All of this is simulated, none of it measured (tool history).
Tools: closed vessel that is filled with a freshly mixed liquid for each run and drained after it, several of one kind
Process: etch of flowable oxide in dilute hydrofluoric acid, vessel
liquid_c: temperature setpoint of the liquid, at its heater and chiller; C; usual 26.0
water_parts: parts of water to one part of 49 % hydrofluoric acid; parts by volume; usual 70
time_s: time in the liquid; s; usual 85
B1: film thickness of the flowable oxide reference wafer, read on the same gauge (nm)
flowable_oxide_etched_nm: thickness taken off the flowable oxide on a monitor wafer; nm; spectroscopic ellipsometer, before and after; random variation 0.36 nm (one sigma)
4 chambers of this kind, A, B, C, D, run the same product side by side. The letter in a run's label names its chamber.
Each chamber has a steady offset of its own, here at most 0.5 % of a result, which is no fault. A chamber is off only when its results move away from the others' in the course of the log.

{"run": "1C", "hour": 5.7, "liquid_c": 26.0, "water_parts": 70, "time_s": 85, "B1": 40.0, "flowable_oxide_etched_nm": 57.847}
{"run": "2A", "hour": 13.7, "liquid_c": 26.0, "water_parts": 70, "time_s": 85, "B1": 40.015, "flowable_oxide_etched_nm": 58.481}
{"hour": 18.8, "done": "chamber A: thermometer replaced"}
{"run": "3B", "hour": 20.5, "liquid_c": 26.0, "water_parts": 70, "time_s": 85, "B1": 40.005, "flowable_oxide_etched_nm": 57.745}
{"run": "4D", "hour": 25.1, "liquid_c": 26.0, "water_parts": 70, "time_s": 85, "B1": 40.002, "flowable_oxide_etched_nm": 58.822}
{"run": "5D", "hour": 33.5, "liquid_c": 26.0, "water_parts": 70, "time_s": 85, "B1": 39.981, "flowable_oxide_etched_nm": 58.391}
{"run": "6A", "hour": 41.5, "liquid_c": 26.0, "water_parts": 90, "time_s": 85, "B1": 39.998, "flowable_oxide_etched_nm": 44.242}
{"run": "7C", "hour": 50.3, "liquid_c": 26.0, "water_parts": 90, "time_s": 85, "B1": 40.004, "flowable_oxide_etched_nm": 43.769}
{"run": "8B", "hour": 57.7, "liquid_c": 26.0, "water_parts": 90, "time_s": 85, "B1": 40.0, "flowable_oxide_etched_nm": 43.859}
{"run": "9A", "hour": 65.3, "liquid_c": 26.0, "water_parts": 90, "time_s": 85, "B1": 39.975, "flowable_oxide_etched_nm": 44.253}
{"run": "10C", "hour": 71.2, "liquid_c": 26.0, "water_parts": 70, "time_s": 85, "B1": 40.002, "flowable_oxide_etched_nm": 58.763}
{"run": "11B", "hour": 77.2, "liquid_c": 26.0, "water_parts": 50, "time_s": 85, "B1": 40.012, "flowable_oxide_etched_nm": 84.075}
{"run": "12D", "hour": 82.8, "liquid_c": 26.0, "water_parts": 50, "time_s": 85, "B1": 40.007, "flowable_oxide_etched_nm": 82.719}
{"run": "13B", "hour": 89.9, "liquid_c": 26.0, "water_parts": 50, "time_s": 85, "B1": 40.023, "flowable_oxide_etched_nm": 84.816}
{"run": "14D", "hour": 97.9, "liquid_c": 26.0, "water_parts": 50, "time_s": 85, "B1": 40.013, "flowable_oxide_etched_nm": 82.828}
{"run": "15A", "hour": 105.1, "liquid_c": 26.0, "water_parts": 70, "time_s": 85, "B1": 40.014, "flowable_oxide_etched_nm": 58.5}
{"run": "16C", "hour": 113.2, "liquid_c": 26.0, "water_parts": 70, "time_s": 85, "B1": 40.016, "flowable_oxide_etched_nm": 57.503}
{"run": "17D", "hour": 120.2, "liquid_c": 26.0, "water_parts": 70, "time_s": 85, "B1": 39.98, "flowable_oxide_etched_nm": 56.838}
{"run": "18B", "hour": 128.0, "liquid_c": 26.0, "water_parts": 70, "time_s": 40, "B1": 40.004, "flowable_oxide_etched_nm": 27.493}
{"run": "19A", "hour": 133.4, "liquid_c": 26.0, "water_parts": 70, "time_s": 40, "B1": 40.03, "flowable_oxide_etched_nm": 27.336}
{"run": "20C", "hour": 140.8, "liquid_c": 26.0, "water_parts": 70, "time_s": 40, "B1": 39.994, "flowable_oxide_etched_nm": 27.421}
{"run": "21B", "hour": 146.2, "liquid_c": 26.0, "water_parts": 70, "time_s": 40, "B1": 40.024, "flowable_oxide_etched_nm": 27.636}
{"run": "22D", "hour": 152.1, "liquid_c": 26.0, "water_parts": 70, "time_s": 85, "B1": 40.016, "flowable_oxide_etched_nm": 56.305}
{"run": "23C", "hour": 157.8, "liquid_c": 26.0, "water_parts": 70, "time_s": 85, "B1": 40.005, "flowable_oxide_etched_nm": 58.292}
{"run": "24A", "hour": 166.1, "liquid_c": 26.0, "water_parts": 70, "time_s": 85, "B1": 39.985, "flowable_oxide_etched_nm": 58.229}
{"run": "25D", "hour": 170.5, "liquid_c": 26.0, "water_parts": 70, "time_s": 85, "B1": 40.007, "flowable_oxide_etched_nm": 55.974}
{"run": "26B", "hour": 175.5, "liquid_c": 26.0, "water_parts": 70, "time_s": 85, "B1": 39.998, "flowable_oxide_etched_nm": 57.954}
{"run": "27C", "hour": 184.4, "liquid_c": 28.5, "water_parts": 55, "time_s": 85, "B1": 39.968, "flowable_oxide_etched_nm": 83.622}
{"run": "28A", "hour": 191.9, "liquid_c": 28.5, "water_parts": 55, "time_s": 85, "B1": 40.005, "flowable_oxide_etched_nm": 84.368}
{"run": "29B", "hour": 197.4, "liquid_c": 28.5, "water_parts": 55, "time_s": 85, "B1": 39.978, "flowable_oxide_etched_nm": 83.836}
{"hour": 197.5, "done": "chamber B: thermometer replaced"}
{"run": "30D", "hour": 206.9, "liquid_c": 28.5, "water_parts": 55, "time_s": 85, "B1": 39.994, "flowable_oxide_etched_nm": 79.371}
{"run": "31A", "hour": 211.5, "liquid_c": 26.0, "water_parts": 70, "time_s": 85, "B1": 39.992, "flowable_oxide_etched_nm": 57.905}
{"run": "32C", "hour": 216.4, "liquid_c": 26.0, "water_parts": 70, "time_s": 85, "B1": 40.007, "flowable_oxide_etched_nm": 58.147}
{"run": "33B", "hour": 223.1, "liquid_c": 26.0, "water_parts": 70, "time_s": 85, "B1": 39.995, "flowable_oxide_etched_nm": 58.072}
{"run": "34D", "hour": 228.0, "liquid_c": 21.5, "water_parts": 70, "time_s": 85, "B1": 39.984, "flowable_oxide_etched_nm": 45.624}
{"run": "35A", "hour": 234.0, "liquid_c": 21.5, "water_parts": 70, "time_s": 85, "B1": 40.018, "flowable_oxide_etched_nm": 48.893}
{"run": "36C", "hour": 241.7, "liquid_c": 21.5, "water_parts": 70, "time_s": 85, "B1": 40.0, "flowable_oxide_etched_nm": 48.787}
{"run": "37B", "hour": 246.9, "liquid_c": 21.5, "water_parts": 70, "time_s": 85, "B1": 39.995, "flowable_oxide_etched_nm": 48.416}

Is one chamber off against the others, does the gauge drift, or is nothing wrong? If a chamber is off, say which, and what the likeliest cause is.

Chamber D drifts away from the others.
Cause: liquid colder than its thermometer reads (K) = 1.85.
The log may not tell that from: hydrofluoric acid flow below the setpoint (%).

Here are 4 candidates for chamber D's next run, each the usual settings with a change, their results left as question marks. Which one brings its results back in line with what the others give on the usual settings?
In line means no further than this from the other chambers' mean on the usual settings: flowable_oxide_etched_nm 1.200 nm
{"run": "38D-1", "hour": 254.0, "liquid_c": 26.0, "water_parts": 70, "time_s": 80, "flowable_oxide_etched_nm": "?"}
{"run": "38D-2", "hour": 254.0, "liquid_c": 27.5, "water_parts": 70, "time_s": 85, "flowable_oxide_etched_nm": "?"}
{"run": "38D-3", "hour": 254.0, "liquid_c": 25.5, "water_parts": 70, "time_s": 85, "flowable_oxide_etched_nm": "?"}
{"run": "38D-4", "hour": 254.0, "liquid_c": 26.5, "water_parts": 70, "time_s": 85, "flowable_oxide_etched_nm": "?"}

The other chambers' mean on the usual settings: flowable_oxide_etched_nm 58.260 nm
run=38D-1 flowable_oxide_etched_nm=51.187
run=38D-2 flowable_oxide_etched_nm=57.768
run=38D-3 flowable_oxide_etched_nm=53.273
run=38D-4 flowable_oxide_etched_nm=55.496
38D-2 brings the chamber back in line.

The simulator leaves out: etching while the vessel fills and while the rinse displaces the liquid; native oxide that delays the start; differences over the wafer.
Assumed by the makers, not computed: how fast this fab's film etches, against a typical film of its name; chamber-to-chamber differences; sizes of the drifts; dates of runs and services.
